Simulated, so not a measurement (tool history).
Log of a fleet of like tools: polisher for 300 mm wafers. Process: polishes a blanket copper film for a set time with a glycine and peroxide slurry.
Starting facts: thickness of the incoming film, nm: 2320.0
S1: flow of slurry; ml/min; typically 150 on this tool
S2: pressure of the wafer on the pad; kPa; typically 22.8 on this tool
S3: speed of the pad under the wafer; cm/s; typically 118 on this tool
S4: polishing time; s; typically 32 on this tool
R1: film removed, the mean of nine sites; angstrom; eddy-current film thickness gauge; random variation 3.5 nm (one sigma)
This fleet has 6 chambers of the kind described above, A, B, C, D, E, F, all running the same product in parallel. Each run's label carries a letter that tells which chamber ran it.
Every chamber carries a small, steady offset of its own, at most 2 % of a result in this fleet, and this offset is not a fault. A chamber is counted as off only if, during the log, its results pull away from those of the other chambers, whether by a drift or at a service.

run 1D day=0.171 | S1=150 S2=22.8 S3=118 S4=32 | R1=2441.8
run 2E day=0.304 | S1=150 S2=22.8 S3=118 S4=32 | R1=2450
-- day=0.433 chamber A: worn pad replaced by a new one
run 3C day=0.583 | S1=150 S2=22.8 S3=118 S4=32 | R1=2366.3
run 4F day=0.75 | S1=150 S2=22.8 S3=118 S4=32 | R1=2495.3
run 5A day=0.9 | S1=150 S2=22.8 S3=118 S4=32 | R1=2457.2
run 6B day=1.167 | S1=150 S2=22.8 S3=118 S4=32 | R1=2465.5
run 7B day=1.396 | S1=150 S2=22.8 S3=118 S4=32 | R1=2450
-- day=1.5 chamber F: worn pad replaced by a new one
run 8C day=1.667 | S1=150 S2=22.8 S3=118 S4=32 | R1=2341.9
-- day=1.783 chamber C: head pressure recalibrated
run 9A day=1.971 | S1=150 S2=22.8 S3=118 S4=32 | R1=2480.5
run 10D day=2.162 | S1=150 S2=22.8 S3=118 S4=32 | R1=2431.9
-- day=2.25 chamber C: worn pad replaced by a new one
run 11F day=2.321 | S1=120 S2=22.8 S3=118 S4=32 | R1=2354.2
run 12E day=2.475 | S1=120 S2=22.8 S3=118 S4=32 | R1=2290.6
-- day=2.521 chamber A: worn pad replaced by a new one
run 13A day=2.604 | S1=120 S2=22.8 S3=118 S4=32 | R1=2372.5
run 14B day=2.842 | S1=120 S2=22.8 S3=118 S4=32 | R1=2395.8
-- day=2.979 chamber E: worn pad replaced by a new one
run 15C day=3.062 | S1=120 S2=22.8 S3=118 S4=32 | R1=2362.2
run 16E day=3.229 | S1=120 S2=22.8 S3=118 S4=32 | R1=2293
-- day=3.396 chamber F: worn pad replaced by a new one
-- day=3.479 chamber D: worn pad replaced by a new one
run 17D day=3.488 | S1=190 S2=15.9 S3=118 S4=32 | R1=1922.4
-- day=3.762 chamber B: slurry nozzle cleaned
run 18F day=3.788 | S1=190 S2=15.9 S3=118 S4=32 | R1=1914.6
run 19F day=4.071 | S1=190 S2=15.9 S3=118 S4=32 | R1=1875.3
run 20B day=4.275 | S1=190 S2=15.9 S3=118 S4=32 | R1=1853.3
run 21A day=4.404 | S1=190 S2=15.9 S3=118 S4=32 | R1=1893.6
run 22E day=4.571 | S1=190 S2=15.9 S3=118 S4=32 | R1=1880.5
-- day=4.683 chamber E: slurry nozzle cleaned
-- day=4.825 chamber A: worn pad replaced by a new one
run 23C day=4.825 | S1=175 S2=22.8 S3=144 S4=32 | R1=2844.9
-- day=4.942 chamber C: worn pad replaced by a new one
run 24D day=5.125 | S1=175 S2=22.8 S3=144 S4=32 | R1=3043.3
run 25E day=5.329 | S1=175 S2=22.8 S3=144 S4=32 | R1=2998.4
-- day=5.346 chamber F: worn pad replaced by a new one
run 26A day=5.604 | S1=175 S2=22.8 S3=144 S4=32 | R1=2957.3
run 27F day=5.896 | S1=175 S2=22.8 S3=144 S4=32 | R1=2993.7
-- day=5.95 chamber E: worn pad replaced by a new one
run 28C day=6.167 | S1=175 S2=22.8 S3=144 S4=32 | R1=3005.3
run 29B day=6.371 | S1=150 S2=22.8 S3=118 S4=32 | R1=2302.2
run 30D day=6.612 | S1=150 S2=26.9 S3=118 S4=32 | R1=2822.7
run 31C day=6.792 | S1=150 S2=26.9 S3=118 S4=32 | R1=2804.4
-- day=6.867 chamber A: worn pad replaced by a new one
run 32D day=6.958 | S1=150 S2=26.9 S3=118 S4=32 | R1=2804.4
-- day=7.062 chamber F: worn pad replaced by a new one
run 33E day=7.158 | S1=150 S2=26.9 S3=118 S4=32 | R1=2842.1
run 34B day=7.417 | S1=150 S2=26.9 S3=118 S4=32 | R1=2628.4
run 35A day=7.596 | S1=150 S2=26.9 S3=118 S4=32 | R1=2867.5
run 36F day=7.817 | S1=150 S2=22.8 S3=118 S4=32 | R1=2491.1
run 37E day=7.967 | S1=150 S2=22.8 S3=118 S4=32 | R1=2393.7
run 38B day=8.108 | S1=150 S2=22.8 S3=118 S4=32 | R1=2290.7

Next, all 6 chambers run the settings below, one line each with question marks for the results. What does each chamber give?
run 39A day=8.325 | S1=150 S2=22.8 S3=118 S4=22 | R1=?
run 39B day=8.325 | S1=150 S2=22.8 S3=118 S4=22 | R1=?
run 39C day=8.325 | S1=150 S2=22.8 S3=118 S4=22 | R1=?
run 39D day=8.325 | S1=150 S2=22.8 S3=118 S4=22 | R1=?
run 39E day=8.325 | S1=150 S2=22.8 S3=118 S4=22 | R1=?
run 39F day=8.325 | S1=150 S2=22.8 S3=118 S4=22 | R1=?

run=39A R1=1661.2
run=39B R1=1529.8
run=39C R1=1639.9
run=39D R1=1665.4
run=39E R1=1712.2
run=39F R1=1705.2
